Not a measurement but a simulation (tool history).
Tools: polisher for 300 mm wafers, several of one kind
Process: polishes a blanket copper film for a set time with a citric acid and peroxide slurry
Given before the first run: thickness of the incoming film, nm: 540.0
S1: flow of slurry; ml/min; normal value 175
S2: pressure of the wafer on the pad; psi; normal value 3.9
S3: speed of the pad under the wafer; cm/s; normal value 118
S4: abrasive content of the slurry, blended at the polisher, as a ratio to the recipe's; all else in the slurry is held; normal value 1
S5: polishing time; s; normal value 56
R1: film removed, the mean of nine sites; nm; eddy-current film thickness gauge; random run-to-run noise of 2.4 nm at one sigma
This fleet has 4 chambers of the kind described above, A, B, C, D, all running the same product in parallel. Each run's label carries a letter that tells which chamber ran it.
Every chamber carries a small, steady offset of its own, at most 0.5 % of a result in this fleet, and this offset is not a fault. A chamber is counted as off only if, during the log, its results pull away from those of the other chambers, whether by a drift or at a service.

At hour 5.3: chamber D: slurry nozzle cleaned.
At hour 8.4: chamber A: worn pad replaced by a new one.
Run 1B, hour 11.6: usual settings. Result: R1 215.94 nm.
Run 2A, hour 24.6: usual settings. Result: R1 212.79 nm.
Run 3D, hour 37.1: usual settings. Result: R1 218.25 nm.
Run 4C, hour 46.3: usual settings. Result: R1 216.30 nm.
Run 5C, hour 57.8: usual settings. Result: R1 219.46 nm.
At hour 60.5: chamber B: worn pad replaced by a new one.
At hour 65.7: chamber D: worn pad replaced by a new one.
Run 6A, hour 70.5: usual settings but S1 135 ml/min, S5 73 s. Result: R1 271.91 nm.
Run 7B, hour 81.0: usual settings but S1 135 ml/min, S5 73 s. Result: R1 271.89 nm.
At hour 87.9: chamber C: slurry nozzle cleaned.
Run 8D, hour 92.9: usual settings but S1 135 ml/min, S5 73 s. Result: R1 268.24 nm.
Run 9C, hour 106.7: usual settings but S1 135 ml/min, S5 73 s. Result: R1 269.99 nm.
Run 10D, hour 117.6: usual settings. Result: R1 215.06 nm.
At hour 124.3: chamber B: worn pad replaced by a new one.
Run 11B, hour 128.3: usual settings. Result: R1 218.71 nm.
At hour 129.1: chamber D: worn pad replaced by a new one.
At hour 130.8: chamber A: worn pad replaced by a new one.
Run 12A, hour 142.6: usual settings. Result: R1 212.38 nm.
Run 13B, hour 156.2: usual settings. Result: R1 216.61 nm.
Run 14C, hour 168.8: usual settings but S3 138 cm/s. Result: R1 252.08 nm.
Run 15A, hour 178.2: usual settings but S3 138 cm/s. Result: R1 254.27 nm.
At hour 183.2: chamber A: slurry nozzle cleaned.
At hour 190.0: chamber B: worn pad replaced by a new one.
Run 16D, hour 192.1: usual settings but S3 138 cm/s. Result: R1 246.90 nm.
Run 17D, hour 201.0: usual settings but S3 138 cm/s. Result: R1 247.93 nm.
At hour 205.9: chamber B: slurry blender recalibrated.
Run 18A, hour 209.1: usual settings. Result: R1 212.26 nm.
At hour 213.6: chamber D: worn pad replaced by a new one.
Run 19C, hour 221.2: usual settings but S5 62 s. Result: R1 230.55 nm.
Run 20B, hour 235.0: usual settings but S5 62 s. Result: R1 248.52 nm.
Run 21A, hour 248.6: usual settings but S5 62 s. Result: R1 238.87 nm.
At hour 252.7: chamber C: head pressure recalibrated.
At hour 254.4: chamber B: worn pad replaced by a new one.
Run 22B, hour 260.6: usual settings but S5 62 s. Result: R1 239.07 nm.
Run 23D, hour 270.0: usual settings. Result: R1 214.45 nm.
Run 24C, hour 277.7: usual settings but S1 230 ml/min. Result: R1 215.17 nm.
At hour 280.2: chamber A: worn pad replaced by a new one.
At hour 288.7: chamber D: slurry nozzle cleaned.
At hour 289.3: chamber D: worn pad replaced by a new one.
Run 25C, hour 291.4: usual settings but S1 230 ml/min. Result: R1 210.27 nm.
Run 26B, hour 299.3: usual settings but S1 230 ml/min. Result: R1 227.64 nm.
Run 27A, hour 306.4: usual settings but S1 230 ml/min. Result: R1 228.23 nm.
Run 28D, hour 313.6: usual settings. Result: R1 217.11 nm.
At hour 322.8: chamber C: slurry blender recalibrated.
At hour 322.8: chamber B: worn pad replaced by a new one.
Run 29D, hour 326.8: usual settings. Result: R1 217.93 nm.
Run 30C, hour 336.7: usual settings. Result: R1 198.70 nm.
At hour 344.9: chamber A: slurry blender recalibrated.
Run 31B, hour 347.5: usual settings. Result: R1 217.93 nm.
At hour 353.2: chamber D: worn pad replaced by a new one.
Run 32A, hour 359.1: usual settings. Result: R1 216.92 nm.
Run 33D, hour 371.3: usual settings. Result: R1 218.43 nm.

Decide between three cases: one chamber stands off from its peers, the gauge reading all wafers drifts, or nothing is wrong past each chamber's small offset. Where a chamber is off, say which and what most likely put it there.

One chamber, C, drifts off from the rest bit by bit.
Likeliest cause: removal rate lost through wear of the pad, % = 8.76.

Which of the 4 candidates below, each the usual settings with something changed and its results left as question marks, puts chamber C back in line with what the other chambers give on the usual settings?
Counts as in line when no further than this from what the other chambers average on the usual settings: R1 8.50 nm
Run 34C-1, hour 382.0: usual settings but S2 3.7 psi, S3 112 cm/s, S5 53 s. Result: R1 ?.
Run 34C-2, hour 382.0: usual settings but S2 4.0 psi, S3 122 cm/s, S5 58 s. Result: R1 ?.
Run 34C-3, hour 382.0: usual settings but S3 108 cm/s. Result: R1 ?.
Run 34C-4, hour 382.0: usual settings but S2 4.2 psi, S3 128 cm/s. Result: R1 ?.

Average result of the remaining chambers running the usual settings: R1 216.98 nm
  run      R1
34C-1  169.61
34C-2  217.99
34C-3  182.02
34C-4  231.54
The right change is 34C-2: it brings the chamber back within the allowed miss of the others.
